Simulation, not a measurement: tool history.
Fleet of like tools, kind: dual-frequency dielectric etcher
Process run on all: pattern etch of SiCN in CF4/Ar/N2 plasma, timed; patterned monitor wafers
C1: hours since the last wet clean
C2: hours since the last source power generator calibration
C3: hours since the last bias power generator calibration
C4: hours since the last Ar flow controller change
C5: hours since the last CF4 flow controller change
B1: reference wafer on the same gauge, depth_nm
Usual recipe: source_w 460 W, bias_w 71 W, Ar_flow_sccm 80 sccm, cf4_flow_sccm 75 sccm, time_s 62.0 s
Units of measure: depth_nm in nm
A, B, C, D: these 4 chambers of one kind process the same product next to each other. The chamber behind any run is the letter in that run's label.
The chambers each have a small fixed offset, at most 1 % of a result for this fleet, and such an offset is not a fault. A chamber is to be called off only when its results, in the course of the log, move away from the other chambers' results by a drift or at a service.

At hour 1.2: chamber B: wet clean of the chamber.
Run 1A, hour 7.6: usual settings; C1 253.1; C2 786.9; C3 1565.5; C4 713.8; C5 1842.9; B1 59.986. Result: depth_nm 56.055 nm.
Run 2C, hour 15.4: usual settings; C1 483.3; C2 2057.2; C3 667.3; C4 104.8; C5 1532.2; B1 59.982. Result: depth_nm 56.902 nm.
Run 3D, hour 21.6: usual settings; C1 559.0; C2 327.3; C3 2513.2; C4 2331.5; C5 3794.9; B1 59.986. Result: depth_nm 55.906 nm.
Run 4B, hour 34.2: usual settings; C1 33.0; C2 3955.2; C3 1445.9; C4 844.0; C5 1975.3; B1 59.997. Result: depth_nm 56.410 nm.
Run 5B, hour 39.9: usual settings; C1 38.7; C2 3960.9; C3 1451.6; C4 849.7; C5 1981.0; B1 59.997. Result: depth_nm 56.885 nm.
Run 6C, hour 47.5: usual settings; C1 515.4; C2 2089.3; C3 699.4; C4 136.9; C5 1564.3; B1 60.036. Result: depth_nm 56.732 nm.
Run 7A, hour 58.8: usual settings; C1 304.3; C2 838.1; C3 1616.7; C4 765.0; C5 1894.1; B1 60.000. Result: depth_nm 56.779 nm.
Run 8D, hour 70.5: usual settings; C1 607.9; C2 376.2; C3 2562.1; C4 2380.4; C5 3843.8; B1 59.983. Result: depth_nm 56.619 nm.
Run 9B, hour 77.2: usual settings; C1 76.0; C2 3998.2; C3 1488.9; C4 887.0; C5 2018.3; B1 60.014. Result: depth_nm 56.495 nm.
At hour 77.7: chamber C: wet clean of the chamber.
Run 10C, hour 82.9: usual settings; C1 5.2; C2 2124.7; C3 734.8; C4 172.3; C5 1599.7; B1 60.007. Result: depth_nm 56.762 nm.
Run 11D, hour 94.1: usual settings; C1 631.5; C2 399.8; C3 2585.7; C4 2404.0; C5 3867.4; B1 60.050. Result: depth_nm 56.546 nm.
Run 12A, hour 102.6: usual settings; C1 348.1; C2 881.9; C3 1660.5; C4 808.8; C5 1937.9; B1 60.052. Result: depth_nm 56.706 nm.
Run 13B, hour 109.1: usual settings; C1 107.9; C2 4030.1; C3 1520.8; C4 918.9; C5 2050.2; B1 60.022. Result: depth_nm 56.575 nm.
At hour 109.7: chamber D: wet clean of the chamber.
Run 14D, hour 115.8: usual settings; C1 6.1; C2 421.5; C3 2607.4; C4 2425.7; C5 3889.1; B1 60.001. Result: depth_nm 58.367 nm.
Run 15A, hour 128.5: usual settings but time_s 71.0 s; C1 374.0; C2 907.8; C3 1686.4; C4 834.7; C5 1963.8; B1 59.964. Result: depth_nm 64.505 nm.
Run 16C, hour 139.0: usual settings but time_s 71.0 s; C1 61.3; C2 2180.8; C3 790.9; C4 228.4; C5 1655.8; B1 60.012. Result: depth_nm 65.025 nm.
Run 17B, hour 150.6: usual settings but time_s 71.0 s; C1 149.4; C2 4071.6; C3 1562.3; C4 960.4; C5 2091.7; B1 59.970. Result: depth_nm 64.704 nm.
Run 18D, hour 157.5: usual settings but time_s 71.0 s; C1 47.8; C2 463.2; C3 2649.1; C4 2467.4; C5 3930.8; B1 60.002. Result: depth_nm 66.732 nm.
Run 19C, hour 164.5: usual settings; C1 86.8; C2 2206.3; C3 816.4; C4 253.9; C5 1681.3; B1 59.936. Result: depth_nm 56.703 nm.
Run 20A, hour 170.2: usual settings; C1 415.7; C2 949.5; C3 1728.1; C4 876.4; C5 2005.5; B1 59.986. Result: depth_nm 56.140 nm.
Run 21D, hour 176.1: usual settings; C1 66.4; C2 481.8; C3 2667.7; C4 2486.0; C5 3949.4; B1 59.984. Result: depth_nm 58.518 nm.
Run 22B, hour 188.3: usual settings; C1 187.1; C2 4109.3; C3 1600.0; C4 998.1; C5 2129.4; B1 60.007. Result: depth_nm 56.874 nm.
Run 23A, hour 197.2: usual settings; C1 442.7; C2 976.5; C3 1755.1; C4 903.4; C5 2032.5; B1 59.988. Result: depth_nm 56.325 nm.
Run 24C, hour 207.0: usual settings; C1 129.3; C2 2248.8; C3 858.9; C4 296.4; C5 1723.8; B1 59.939. Result: depth_nm 56.584 nm.
Run 25C, hour 212.8: usual settings; C1 135.1; C2 2254.6; C3 864.7; C4 302.2; C5 1729.6; B1 59.994. Result: depth_nm 56.479 nm.
Run 26B, hour 222.4: usual settings; C1 221.2; C2 4143.4; C3 1634.1; C4 1032.2; C5 2163.5; B1 59.931. Result: depth_nm 56.606 nm.
Run 27D, hour 235.0: usual settings; C1 125.3; C2 540.7; C3 2726.6; C4 2544.9; C5 4008.3; B1 59.965. Result: depth_nm 58.157 nm.
Run 28A, hour 244.8: usual settings; C1 490.3; C2 1024.1; C3 1802.7; C4 951.0; C5 2080.1; B1 60.016. Result: depth_nm 56.593 nm.
At hour 252.4: chamber B: source power generator calibrated.
Run 29C, hour 258.0: usual settings; C1 180.3; C2 2299.8; C3 909.9; C4 347.4; C5 1774.8; B1 60.052. Result: depth_nm 56.838 nm.
At hour 259.7: chamber A: wet clean of the chamber.
Run 30A, hour 264.0: usual settings but bias_w 58 W; C1 4.3; C2 1043.3; C3 1821.9; C4 970.2; C5 2099.3; B1 59.969. Result: depth_nm 53.047 nm.
Run 31D, hour 271.5: usual settings but bias_w 58 W; C1 161.8; C2 577.2; C3 2763.1; C4 2581.4; C5 4044.8; B1 60.075. Result: depth_nm 54.442 nm.
Run 32B, hour 280.9: usual settings but bias_w 58 W; C1 279.7; C2 28.5; C3 1692.6; C4 1090.7; C5 2222.0; B1 60.022. Result: depth_nm 53.116 nm.

Predict what each chamber gives when all 4 of them run the settings below next.
Run 33A, hour 290.4: usual settings but time_s 75.5 s. Result: depth_nm ?.
Run 33B, hour 290.4: usual settings but time_s 75.5 s. Result: depth_nm ?.
Run 33C, hour 290.4: usual settings but time_s 75.5 s. Result: depth_nm ?.
Run 33D, hour 290.4: usual settings but time_s 75.5 s. Result: depth_nm ?.

run  depth_nm
33A    68.782
33B    68.974
33C    68.943
33D    71.034

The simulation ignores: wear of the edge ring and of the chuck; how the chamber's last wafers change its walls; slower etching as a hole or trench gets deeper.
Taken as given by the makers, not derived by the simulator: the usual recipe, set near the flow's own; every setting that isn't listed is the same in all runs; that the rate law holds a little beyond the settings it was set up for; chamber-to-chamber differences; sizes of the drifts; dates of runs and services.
